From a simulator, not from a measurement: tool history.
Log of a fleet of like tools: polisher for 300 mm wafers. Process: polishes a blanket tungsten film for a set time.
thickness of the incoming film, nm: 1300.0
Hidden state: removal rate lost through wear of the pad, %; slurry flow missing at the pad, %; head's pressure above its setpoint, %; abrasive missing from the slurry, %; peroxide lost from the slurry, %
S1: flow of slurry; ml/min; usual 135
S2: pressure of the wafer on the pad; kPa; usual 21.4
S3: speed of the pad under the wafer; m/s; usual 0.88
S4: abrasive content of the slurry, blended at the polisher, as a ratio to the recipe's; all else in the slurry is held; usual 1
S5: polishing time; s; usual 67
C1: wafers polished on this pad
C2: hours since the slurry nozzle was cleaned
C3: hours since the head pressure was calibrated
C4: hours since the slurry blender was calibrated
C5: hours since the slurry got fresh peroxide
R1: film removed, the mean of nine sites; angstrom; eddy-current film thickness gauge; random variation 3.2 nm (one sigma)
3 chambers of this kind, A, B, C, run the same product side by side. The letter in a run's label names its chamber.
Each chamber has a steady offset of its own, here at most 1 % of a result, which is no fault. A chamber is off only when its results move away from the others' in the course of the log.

run 1B hour=4.4 | S1=135 S2=21.4 S3=0.88 S4=1 S5=67 | C1=343 C2=4.8 C3=655.3 C4=202.3 C5=20.5 | R1=2477.5
run 2C hour=7.4 | S1=135 S2=21.4 S3=0.88 S4=1 S5=67 | C1=1006 C2=238.5 C3=182.1 C4=490.4 C5=12.7 | R1=2404.0
run 3A hour=10.6 | S1=135 S2=21.4 S3=0.88 S4=1 S5=67 | C1=915 C2=296.4 C3=823.2 C4=43.3 C5=28.2 | R1=2377.6
run 4A hour=13.6 | S1=135 S2=21.4 S3=0.88 S4=1 S5=67 | C1=945 C2=299.4 C3=826.2 C4=46.3 C5=31.2 | R1=2376.0
-- hour=13.7 chamber A: worn pad replaced by a new one
run 5B hour=16.4 | S1=135 S2=21.4 S3=0.88 S4=1 S5=67 | C1=463 C2=16.8 C3=667.3 C4=214.3 C5=32.5 | R1=2450.3
run 6C hour=21.4 | S1=135 S2=21.4 S3=0.88 S4=1 S5=67 | C1=1146 C2=252.5 C3=196.1 C4=504.4 C5=26.7 | R1=2389.9
-- hour=22.5 chamber C: worn pad replaced by a new one
run 7B hour=26.5 | S1=135 S2=21.4 S3=0.88 S4=1 S5=67 | C1=564 C2=26.9 C3=677.4 C4=224.4 C5=42.6 | R1=2396.6
run 8A hour=29.7 | S1=135 S2=21.4 S3=0.88 S4=1 S5=67 | C1=161 C2=315.5 C3=842.3 C4=62.4 C5=47.3 | R1=2361.6
run 9C hour=34.2 | S1=135 S2=21.4 S3=0.88 S4=1 S5=67 | C1=117 C2=265.3 C3=208.9 C4=517.2 C5=39.5 | R1=2421.1
run 10A hour=39.2 | S1=135 S2=21.4 S3=0.88 S4=1 S5=67 | C1=256 C2=325.0 C3=851.8 C4=71.9 C5=56.8 | R1=2315.8
run 11C hour=44.2 | S1=135 S2=21.4 S3=0.88 S4=1 S5=67 | C1=217 C2=275.3 C3=218.9 C4=527.2 C5=49.5 | R1=2418.0
run 12B hour=47.9 | S1=135 S2=21.4 S3=0.88 S4=1 S5=67 | C1=779 C2=48.3 C3=698.8 C4=245.8 C5=64.0 | R1=2413.8
run 13C hour=50.7 | S1=135 S2=21.4 S3=0.88 S4=1 S5=67 | C1=282 C2=281.8 C3=225.4 C4=533.7 C5=56.0 | R1=2421.7
-- hour=51.0 chamber B: head pressure recalibrated
run 14B hour=55.4 | S1=135 S2=21.4 S3=0.88 S4=1 S5=67 | C1=854 C2=55.8 C3=4.5 C4=253.3 C5=71.5 | R1=2428.3
run 15A hour=58.4 | S1=135 S2=21.4 S3=0.88 S4=1 S5=67 | C1=448 C2=344.2 C3=871.0 C4=91.1 C5=76.0 | R1=2306.1
-- hour=61.2 chamber B: worn pad replaced by a new one
run 16A hour=62.8 | S1=135 S2=21.4 S3=0.88 S4=1 S5=67 | C1=493 C2=348.6 C3=875.4 C4=95.5 C5=80.4 | R1=2274.6
run 17B hour=66.0 | S1=135 S2=21.4 S3=0.88 S4=1 S5=67 | C1=48 C2=66.4 C3=15.1 C4=263.9 C5=82.1 | R1=2403.7
-- hour=67.4 chamber C: slurry blender recalibrated
run 18C hour=69.2 | S1=135 S2=21.4 S3=0.88 S4=1 S5=67 | C1=468 C2=300.3 C3=243.9 C4=1.8 C5=74.5 | R1=2401.5
run 19C hour=72.3 | S1=135 S2=21.4 S3=0.88 S4=1 S5=67 | C1=499 C2=303.4 C3=247.0 C4=4.9 C5=77.6 | R1=2391.7
run 20B hour=75.2 | S1=135 S2=21.4 S3=0.88 S4=1 S5=67 | C1=140 C2=75.6 C3=24.3 C4=273.1 C5=91.3 | R1=2468.2
run 21A hour=79.0 | S1=135 S2=21.4 S3=0.88 S4=1 S5=67 | C1=655 C2=364.8 C3=891.6 C4=111.7 C5=96.6 | R1=2316.3
run 22A hour=82.0 | S1=135 S2=21.4 S3=0.88 S4=1 S5=67 | C1=685 C2=367.8 C3=894.6 C4=114.7 C5=99.6 | R1=2282.4
run 23C hour=85.8 | S1=135 S2=21.4 S3=0.88 S4=1 S5=67 | C1=634 C2=316.9 C3=260.5 C4=18.4 C5=91.1 | R1=2449.9
run 24B hour=91.1 | S1=135 S2=21.4 S3=0.88 S4=1 S5=67 | C1=300 C2=91.5 C3=40.2 C4=289.0 C5=107.2 | R1=2474.8
-- hour=94.0 chamber B: slurry blender recalibrated
run 25C hour=94.1 | S1=135 S2=21.4 S3=0.88 S4=1 S5=67 | C1=718 C2=325.2 C3=268.8 C4=26.7 C5=99.4 | R1=2421.0
run 26B hour=96.7 | S1=135 S2=21.4 S3=0.88 S4=1 S5=67 | C1=356 C2=97.1 C3=45.8 C4=2.7 C5=112.8 | R1=2401.7
-- hour=99.0 chamber A: slurry blender recalibrated
run 27A hour=99.2 | S1=135 S2=21.4 S3=0.88 S4=1 S5=67 | C1=857 C2=385.0 C3=911.8 C4=0.3 C5=116.8 | R1=2226.2
run 28A hour=103.2 | S1=160 S2=21.4 S3=0.88 S4=1 S5=67 | C1=898 C2=389.0 C3=915.8 C4=4.3 C5=120.8 | R1=2317.7
-- hour=106.4 chamber A: head pressure recalibrated
run 29C hour=108.2 | S1=160 S2=21.4 S3=0.88 S4=1 S5=67 | C1=859 C2=339.3 C3=282.9 C4=40.8 C5=113.5 | R1=2468.4
-- hour=112.6 chamber A: worn pad replaced by a new one
run 30B hour=112.6 | S1=160 S2=21.4 S3=0.88 S4=1 S5=67 | C1=515 C2=113.0 C3=61.7 C4=18.6 C5=128.7 | R1=2468.5
run 31A hour=117.2 | S1=135 S2=21.4 S3=0.88 S4=1 S5=67 | C1=46 C2=403.0 C3=10.8 C4=18.3 C5=134.8 | R1=2152.4
run 32C hour=119.7 | S1=175 S2=21.4 S3=1.10 S4=1 S5=67 | C1=974 C2=350.8 C3=294.4 C4=52.3 C5=125.0 | R1=3163.4
run 33B hour=123.8 | S1=175 S2=21.4 S3=1.10 S4=1 S5=67 | C1=627 C2=124.2 C3=72.9 C4=29.8 C5=139.9 | R1=3260.0
-- hour=124.1 chamber B: slurry tank refilled with fresh slurry and peroxide
run 34B hour=127.6 | S1=175 S2=21.4 S3=1.10 S4=1 S5=67 | C1=665 C2=128.0 C3=76.7 C4=33.6 C5=3.6 | R1=3105.4
run 35A hour=132.9 | S1=135 S2=21.4 S3=0.88 S4=1 S5=67 | C1=203 C2=418.7 C3=26.5 C4=34.0 C5=150.5 | R1=2182.9
run 36C hour=136.9 | S1=135 S2=21.4 S3=0.88 S4=1 S5=67 | C1=1147 C2=368.0 C3=311.6 C4=69.5 C5=142.2 | R1=2451.8
run 37C hour=141.4 | S1=135 S2=21.4 S3=0.88 S4=1 S5=67 | C1=1192 C2=372.5 C3=316.1 C4=74.0 C5=146.7 | R1=2430.9
run 38B hour=145.4 | S1=135 S2=21.4 S3=0.88 S4=1 S5=67 | C1=844 C2=145.8 C3=94.5 C4=51.4 C5=21.4 | R1=2394.2
run 39A hour=149.5 | S1=135 S2=21.4 S3=0.88 S4=1 S5=67 | C1=370 C2=435.3 C3=43.1 C4=50.6 C5=167.1 | R1=2144.6

What goes on in this fleet: one chamber off, a drifting gauge, or nothing beyond the chambers' own small offsets? Name the chamber and the cause, if any.

Chamber A drifts away from the others.
Cause: peroxide lost from the slurry, % = 24.9.
The log may not tell that from: slurry flow missing at the pad, %.

Here are 4 candidates for chamber A's next run, each the usual settings with a change, their results left as question marks. Which one brings its results back in line with what the others give on the usual settings?
In line means no further than this from the other chambers' mean on the usual settings: R1 110.0 angstrom
run 40A-1 hour=153.4 | S1=135 S2=20.0 S3=0.88 S4=1 S5=63 | R1=?
run 40A-2 hour=153.4 | S1=135 S2=19.3 S3=0.82 S4=1 S5=62 | R1=?
run 40A-3 hour=153.4 | S1=135 S2=22.8 S3=0.88 S4=1 S5=71 | R1=?
run 40A-4 hour=153.4 | S1=135 S2=23.4 S3=0.94 S4=1 S5=72 | R1=?

The other chambers' mean on the usual settings: R1 2425.2 angstrom
run=40A-1 R1=1883.1
run=40A-2 R1=1668.0
run=40A-3 R1=2410.3
run=40A-4 R1=2689.2
40A-3 brings the chamber back in line.

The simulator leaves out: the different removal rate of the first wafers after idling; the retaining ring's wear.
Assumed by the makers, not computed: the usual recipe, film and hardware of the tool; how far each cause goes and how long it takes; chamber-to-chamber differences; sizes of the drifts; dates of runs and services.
